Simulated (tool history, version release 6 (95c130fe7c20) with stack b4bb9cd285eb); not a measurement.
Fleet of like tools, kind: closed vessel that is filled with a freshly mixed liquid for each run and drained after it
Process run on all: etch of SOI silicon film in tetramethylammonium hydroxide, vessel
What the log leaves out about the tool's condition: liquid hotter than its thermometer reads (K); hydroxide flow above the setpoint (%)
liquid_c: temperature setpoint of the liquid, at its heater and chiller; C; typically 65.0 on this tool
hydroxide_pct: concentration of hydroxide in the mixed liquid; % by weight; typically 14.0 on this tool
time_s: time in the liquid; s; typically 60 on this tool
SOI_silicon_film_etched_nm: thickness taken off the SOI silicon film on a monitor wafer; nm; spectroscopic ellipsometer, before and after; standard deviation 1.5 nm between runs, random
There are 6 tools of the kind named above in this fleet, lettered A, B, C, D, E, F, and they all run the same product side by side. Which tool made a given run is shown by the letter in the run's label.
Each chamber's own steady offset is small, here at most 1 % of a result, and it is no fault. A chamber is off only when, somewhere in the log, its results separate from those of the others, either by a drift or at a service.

run   hour  liquid_c  hydroxide_pct  time_s  hours since the thermometer was replaced  hours since the hydroxide flow meter was replaced  read-back film thickness of the SOI silicon film reference wafer, read on the same gauge (nm)  SOI_silicon_film_etched_nm
 1A   10.8      65.0           14.0      60                                    1797.5                                              416.2                                                                                         99.975                      284.15
 2B   17.7      65.0           14.0      60                                     505.6                                              379.4                                                                                        100.020                      281.65
      20.4  -- chamber D: hydroxide flow meter replaced
 3E   28.6      65.0           14.0      60                                     317.0                                              692.6                                                                                         99.985                      280.53
 4C   39.0      65.0           14.0      60                                     908.1                                              862.3                                                                                         99.993                      281.29
 5D   49.1      65.0           14.0      60                                    1212.9                                               28.8                                                                                        100.000                      279.79
 6F   55.5      65.0           14.0      60                                     886.6                                              207.9                                                                                         99.992                      282.79
 7D   66.3      57.5           14.0      60                                    1230.1                                               46.0                                                                                        100.020                      177.13
 8C   77.8      57.5           14.0      60                                     946.9                                              901.1                                                                                         99.990                      176.32
 9E   84.6      57.5           14.0      60                                     373.0                                              748.6                                                                                         99.988                      178.44
10F   92.5      57.5           14.0      60                                     923.6                                              244.9                                                                                         99.999                      179.89
11B  100.0      57.5           14.0      60                                     587.9                                              461.7                                                                                         99.994                      175.66
12A  105.9      57.5           14.0      60                                    1892.6                                              511.3                                                                                        100.000                      179.43
13C  112.0      65.0           14.0      60                                     981.1                                              935.3                                                                                        100.000                      280.50
14B  122.0      65.0           14.0      60                                     609.9                                              483.7                                                                                        100.000                      281.12
15F  129.4      65.0           14.0      60                                     960.5                                              281.8                                                                                        100.000                      283.30
16D  136.2      65.0           14.0      60                                    1300.0                                              115.9                                                                                         99.981                      281.88
17E  144.1      65.0           14.0      60                                     432.5                                              808.1                                                                                        100.000                      281.24
18A  154.9      65.0           14.0      60                                    1941.6                                              560.3                                                                                        100.010                      284.59
19F  161.3      65.0           14.0      60                                     992.4                                              313.7                                                                                         99.990                      281.32
20D  169.6      65.0           11.0      40                                    1333.4                                              149.3                                                                                        100.020                      208.64
21A  179.6      65.0           11.0      40                                    1966.3                                              585.0                                                                                         99.994                      213.52
22C  189.5      65.0           11.0      40                                    1058.6                                             1012.8                                                                                        100.010                      209.06
23B  196.6      65.0           11.0      40                                     684.5                                              558.3                                                                                         99.994                      207.14
24E  203.2      65.0           11.0      40                                     491.6                                              867.2                                                                                         99.986                      209.10
25B  214.3      65.0           11.0      40                                     702.2                                              576.0                                                                                         99.998                      209.57
26E  220.9      65.0           14.0      75                                     509.3                                              884.9                                                                                        100.000                      354.58
27C  229.4      65.0           14.0      75                                    1098.5                                             1052.7                                                                                         99.993                      353.98
28A  238.8      65.0           14.0      75                                    2025.5                                              644.2                                                                                         99.987                      366.84
29F  250.3      65.0           14.0      75                                    1081.4                                              402.7                                                                                         99.994                      355.66
30D  258.6      65.0           14.0      75                                    1422.4                                              238.3                                                                                         99.987                      351.90
31A  264.2      65.0           14.0      75                                    2050.9                                              669.6                                                                                        100.020                      366.43
32E  269.9      65.0           14.0      60                                     558.3                                              933.9                                                                                         99.984                      283.80
33C  281.5      65.0           14.0      60                                    1150.6                                             1104.8                                                                                        100.000                      277.69
34D  288.3      65.0           14.0      60                                    1452.1                                              268.0                                                                                         99.972                      282.22
35F  296.7      65.0           14.0      60                                    1127.8                                              449.1                                                                                         99.991                      283.09
36B  306.5      65.0           14.0      60                                     794.4                                              668.2                                                                                         99.990                      283.14
     315.1  -- chamber F: hydroxide flow meter replaced
37F  317.5      65.0           14.0      60                                    1148.6                                                2.5                                                                                        100.010                      286.43
38D  326.2      65.0           14.0      90                                    1490.0                                              305.9                                                                                         99.997                      421.21
39B  333.1      65.0           14.0      90                                     821.0                                              694.8                                                                                         99.989                      428.08

All chambers now run identical settings, listed one chamber a line with results as question marks. What results will each chamber show?
40A  341.4      65.0           16.5      60                                                                                                                                                                                                                       ?
40B  341.4      65.0           16.5      60                                                                                                                                                                                                                       ?
40C  341.4      65.0           16.5      60                                                                                                                                                                                                                       ?
40D  341.4      65.0           16.5      60                                                                                                                                                                                                                       ?
40E  341.4      65.0           16.5      60                                                                                                                                                                                                                       ?
40F  341.4      65.0           16.5      60                                                                                                                                                                                                                       ?

run  SOI_silicon_film_etched_nm
40A                      279.88
40B                      260.89
40C                      261.99
40D                      264.22
40E                      262.67
40F                      263.87
